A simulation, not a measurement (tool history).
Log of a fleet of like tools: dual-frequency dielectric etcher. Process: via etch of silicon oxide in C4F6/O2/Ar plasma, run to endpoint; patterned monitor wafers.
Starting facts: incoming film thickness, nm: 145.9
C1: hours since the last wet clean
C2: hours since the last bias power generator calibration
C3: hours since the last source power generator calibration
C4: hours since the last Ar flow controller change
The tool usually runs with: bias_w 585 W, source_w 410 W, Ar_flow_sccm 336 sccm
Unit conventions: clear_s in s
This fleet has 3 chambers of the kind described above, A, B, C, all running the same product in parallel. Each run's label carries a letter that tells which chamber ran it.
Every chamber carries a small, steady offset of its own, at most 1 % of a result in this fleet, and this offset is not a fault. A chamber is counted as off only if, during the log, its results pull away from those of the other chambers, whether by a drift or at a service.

Run 1B, hour 4.8: usual settings; C1 488.3; C2 1048.2; C3 966; C4 1152.2. Result: clear_s 30.225 s.
Run 2A, hour 12: usual settings; C1 293.8; C2 2179.5; C3 1559.9; C4 2812.7. Result: clear_s 30.1 s.
Run 3C, hour 17.1: usual settings; C1 272.6; C2 567.8; C3 498; C4 4220.7. Result: clear_s 30.504 s.
Run 4C, hour 22.6: usual settings; C1 278.1; C2 573.3; C3 503.5; C4 4226.2. Result: clear_s 30.409 s.
Run 5B, hour 27.8: usual settings; C1 511.3; C2 1071.2; C3 989; C4 1175.2. Result: clear_s 30.113 s.
Run 6A, hour 33.4: usual settings; C1 315.2; C2 2200.9; C3 1581.3; C4 2834.1. Result: clear_s 30.363 s.
Run 7B, hour 37.9: usual settings; C1 521.4; C2 1081.3; C3 999.1; C4 1185.3. Result: clear_s 30.177 s.
Run 8C, hour 45.1: usual settings; C1 300.6; C2 595.8; C3 526; C4 4248.7. Result: clear_s 30.526 s.
Run 9A, hour 49.7: usual settings; C1 331.5; C2 2217.2; C3 1597.6; C4 2850.4. Result: clear_s 30.195 s.
Run 10C, hour 53.5: usual settings; C1 309; C2 604.2; C3 534.4; C4 4257.1. Result: clear_s 30.476 s.
Run 11B, hour 59.9: usual settings; C1 543.4; C2 1103.3; C3 1021.1; C4 1207.3. Result: clear_s 30.128 s.
Run 12A, hour 67: usual settings but bias_w 527 W; C1 348.8; C2 2234.5; C3 1614.9; C4 2867.7. Result: clear_s 31.657 s.
Run 13B, hour 73: usual settings but bias_w 527 W; C1 556.5; C2 1116.4; C3 1034.2; C4 1220.4. Result: clear_s 31.391 s.
Run 14A, hour 77.3: usual settings but bias_w 527 W; C1 359.1; C2 2244.8; C3 1625.2; C4 2878. Result: clear_s 31.516 s.
At hour 80.4: chamber C: wet clean of the chamber.
Run 15C, hour 80.8: usual settings; C1 0.4; C2 631.5; C3 561.7; C4 4284.4. Result: clear_s 31.328 s.
Run 16A, hour 84.4: usual settings but bias_w 667 W; C1 366.2; C2 2251.9; C3 1632.3; C4 2885.1. Result: clear_s 28.867 s.
At hour 86.8: chamber A: wet clean of the chamber.
Run 17C, hour 89.1: usual settings but bias_w 667 W; C1 8.7; C2 639.8; C3 570; C4 4292.7. Result: clear_s 29.923 s.
Run 18B, hour 94.1: usual settings but bias_w 667 W; C1 577.6; C2 1137.5; C3 1055.3; C4 1241.5. Result: clear_s 28.672 s.
Run 19A, hour 100.3: usual settings; C1 13.6; C2 2267.8; C3 1648.2; C4 2901. Result: clear_s 30.296 s.
Run 20C, hour 107.4: usual settings; C1 27; C2 658.1; C3 588.3; C4 4311. Result: clear_s 31.125 s.
Run 21B, hour 114.5: usual settings; C1 598; C2 1157.9; C3 1075.7; C4 1261.9. Result: clear_s 30.177 s.
Run 22B, hour 118.6: usual settings; C1 602.1; C2 1162; C3 1079.8; C4 1266. Result: clear_s 30.197 s.
Run 23A, hour 125.8: usual settings; C1 39.1; C2 2293.3; C3 1673.7; C4 2926.5. Result: clear_s 30.299 s.
Run 24C, hour 132.2: usual settings; C1 51.8; C2 682.9; C3 613.1; C4 4335.8. Result: clear_s 31.586 s.
Run 25B, hour 136.7: usual settings; C1 620.2; C2 1180.1; C3 1097.9; C4 1284.1. Result: clear_s 30.125 s.
Run 26C, hour 141.9: usual settings but bias_w 709 W, source_w 370 W; C1 61.5; C2 692.6; C3 622.8; C4 4345.5. Result: clear_s 30.183 s.
Run 27A, hour 145.2: usual settings but bias_w 709 W, source_w 370 W; C1 58.5; C2 2312.7; C3 1693.1; C4 2945.9. Result: clear_s 29.037 s.
Run 28B, hour 152.2: usual settings but bias_w 709 W, source_w 370 W; C1 635.7; C2 1195.6; C3 1113.4; C4 1299.6. Result: clear_s 29.26 s.
Run 29A, hour 158.5: usual settings; C1 71.8; C2 2326; C3 1706.4; C4 2959.2. Result: clear_s 30.252 s.
At hour 160.1: chamber B: wet clean of the chamber.
Run 30C, hour 165.8: usual settings; C1 85.4; C2 716.5; C3 646.7; C4 4369.4. Result: clear_s 31.357 s.
Run 31B, hour 172: usual settings but bias_w 705 W, Ar_flow_sccm 258 sccm; C1 12; C2 1215.4; C3 1133.2; C4 1319.4. Result: clear_s 27.264 s.

For the next run the whole fleet of 3 chambers uses the same settings. Give each chamber's results:
Run 32A, hour 177.3: usual settings but Ar_flow_sccm 299 sccm. Result: clear_s ?.
Run 32B, hour 177.3: usual settings but Ar_flow_sccm 299 sccm. Result: clear_s ?.
Run 32C, hour 177.3: usual settings but Ar_flow_sccm 299 sccm. Result: clear_s ?.

run  clear_s
32A   29.856
32B   29.879
32C   31.136
